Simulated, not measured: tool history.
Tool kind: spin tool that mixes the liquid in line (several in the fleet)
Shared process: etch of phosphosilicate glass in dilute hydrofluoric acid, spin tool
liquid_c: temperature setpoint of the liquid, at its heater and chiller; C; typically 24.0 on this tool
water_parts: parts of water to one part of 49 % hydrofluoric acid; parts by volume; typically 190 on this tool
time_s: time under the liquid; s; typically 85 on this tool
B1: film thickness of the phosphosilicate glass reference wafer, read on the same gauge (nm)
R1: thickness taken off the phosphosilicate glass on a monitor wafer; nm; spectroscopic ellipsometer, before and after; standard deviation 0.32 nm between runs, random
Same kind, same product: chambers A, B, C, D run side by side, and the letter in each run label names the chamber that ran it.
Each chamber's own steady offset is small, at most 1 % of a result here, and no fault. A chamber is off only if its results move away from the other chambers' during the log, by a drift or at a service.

{"run": "1B", "day": 0.492, "liquid_c": 24.0, "water_parts": 190, "time_s": 85, "B1": 120.0, "R1": 49.812}
{"run": "2D", "day": 0.888, "liquid_c": 24.0, "water_parts": 190, "time_s": 85, "B1": 119.99, "R1": 49.323}
{"run": "3A", "day": 1.471, "liquid_c": 24.0, "water_parts": 190, "time_s": 85, "B1": 119.99, "R1": 49.864}
{"run": "4C", "day": 1.958, "liquid_c": 24.0, "water_parts": 190, "time_s": 85, "B1": 119.98, "R1": 50.185}
{"run": "5C", "day": 2.512, "liquid_c": 24.0, "water_parts": 190, "time_s": 85, "B1": 120.01, "R1": 50.477}
{"day": 2.521, "done": "chamber C: hydrofluoric acid flow meter replaced"}
{"run": "6B", "day": 3.042, "liquid_c": 24.0, "water_parts": 190, "time_s": 85, "B1": 119.99, "R1": 50.271}
{"run": "7D", "day": 3.375, "liquid_c": 24.0, "water_parts": 190, "time_s": 85, "B1": 119.95, "R1": 49.703}
{"run": "8A", "day": 3.725, "liquid_c": 27.5, "water_parts": 190, "time_s": 85, "B1": 119.99, "R1": 56.287}
{"run": "9C", "day": 4.133, "liquid_c": 27.5, "water_parts": 190, "time_s": 85, "B1": 119.93, "R1": 57.523}
{"run": "10B", "day": 4.721, "liquid_c": 27.5, "water_parts": 190, "time_s": 85, "B1": 119.96, "R1": 56.049}
{"run": "11A", "day": 5.3, "liquid_c": 27.5, "water_parts": 190, "time_s": 85, "B1": 119.98, "R1": 56.029}
{"run": "12D", "day": 5.958, "liquid_c": 24.0, "water_parts": 190, "time_s": 85, "B1": 119.94, "R1": 49.529}
{"run": "13B", "day": 6.3, "liquid_c": 21.5, "water_parts": 265, "time_s": 85, "B1": 119.97, "R1": 30.195}
{"run": "14D", "day": 6.704, "liquid_c": 21.5, "water_parts": 265, "time_s": 85, "B1": 119.99, "R1": 30.012}
{"run": "15C", "day": 7.275, "liquid_c": 21.5, "water_parts": 265, "time_s": 85, "B1": 120.02, "R1": 30.131}
{"run": "16A", "day": 7.912, "liquid_c": 21.5, "water_parts": 265, "time_s": 85, "B1": 119.99, "R1": 29.605}
{"run": "17B", "day": 8.217, "liquid_c": 24.0, "water_parts": 190, "time_s": 85, "B1": 119.99, "R1": 50.061}
{"run": "18A", "day": 8.596, "liquid_c": 24.0, "water_parts": 190, "time_s": 85, "B1": 119.99, "R1": 49.623}
{"run": "19C", "day": 8.967, "liquid_c": 24.0, "water_parts": 190, "time_s": 85, "B1": 120.01, "R1": 50.691}
{"run": "20D", "day": 9.538, "liquid_c": 24.0, "water_parts": 190, "time_s": 85, "B1": 119.98, "R1": 48.783}
{"run": "21D", "day": 10.042, "liquid_c": 24.0, "water_parts": 190, "time_s": 85, "B1": 119.97, "R1": 48.02}
{"run": "22C", "day": 10.346, "liquid_c": 24.0, "water_parts": 190, "time_s": 85, "B1": 120.03, "R1": 50.267}
{"run": "23A", "day": 10.929, "liquid_c": 24.0, "water_parts": 190, "time_s": 85, "B1": 119.96, "R1": 49.609}
{"run": "24B", "day": 11.446, "liquid_c": 24.0, "water_parts": 190, "time_s": 85, "B1": 119.94, "R1": 49.885}
{"run": "25C", "day": 12.05, "liquid_c": 24.0, "water_parts": 190, "time_s": 85, "B1": 119.95, "R1": 50.186}
{"run": "26D", "day": 12.583, "liquid_c": 24.0, "water_parts": 190, "time_s": 85, "B1": 119.97, "R1": 47.433}
{"run": "27A", "day": 13.067, "liquid_c": 24.0, "water_parts": 190, "time_s": 85, "B1": 120.02, "R1": 49.339}
{"day": 13.221, "done": "chamber C: thermometer replaced"}
{"day": 13.454, "done": "chamber A: hydrofluoric acid flow meter replaced"}
{"run": "28B", "day": 13.558, "liquid_c": 24.0, "water_parts": 190, "time_s": 85, "B1": 119.98, "R1": 49.856}
{"run": "29C", "day": 13.875, "liquid_c": 24.0, "water_parts": 190, "time_s": 85, "B1": 120.02, "R1": 49.935}
{"run": "30D", "day": 14.488, "liquid_c": 24.0, "water_parts": 190, "time_s": 85, "B1": 119.95, "R1": 46.899}
{"run": "31B", "day": 15.138, "liquid_c": 24.0, "water_parts": 190, "time_s": 85, "B1": 119.94, "R1": 49.969}
{"run": "32A", "day": 15.433, "liquid_c": 24.0, "water_parts": 225, "time_s": 125, "B1": 119.96, "R1": 59.48}

Is one chamber out of step, is the gauge drifting, or do the chambers differ by no more than their own small offsets? For an off chamber, give its letter and the likeliest cause.

It is chamber D that slowly wanders off from its peers.
Most likely cause: liquid colder than its thermometer reads (K) = 1.65.
The log might look much the same if the cause were instead: hydrofluoric acid flow below the setpoint (%).

Here are 4 candidates for chamber D's next run, each the usual settings with a change, their results left as question marks. Which one brings its results back in line with what the others give on the usual settings?
In line here means within this much of the mean the other chambers give on the usual settings: R1 1.100 nm
{"run": "33D-1", "day": 15.908, "liquid_c": 24.0, "water_parts": 190, "time_s": 80, "R1": "?"}
{"run": "33D-2", "day": 15.908, "liquid_c": 24.0, "water_parts": 190, "time_s": 90, "R1": "?"}
{"run": "33D-3", "day": 15.908, "liquid_c": 23.5, "water_parts": 190, "time_s": 85, "R1": "?"}
{"run": "33D-4", "day": 15.908, "liquid_c": 24.5, "water_parts": 190, "time_s": 85, "R1": "?"}

What the other chambers average on the usual settings: R1 49.834 nm
run=33D-1 R1=44.143
run=33D-2 R1=49.661
run=33D-3 R1=46.037
run=33D-4 R1=47.796
Change 33D-2 lands the chamber within the allowed miss of the other chambers.
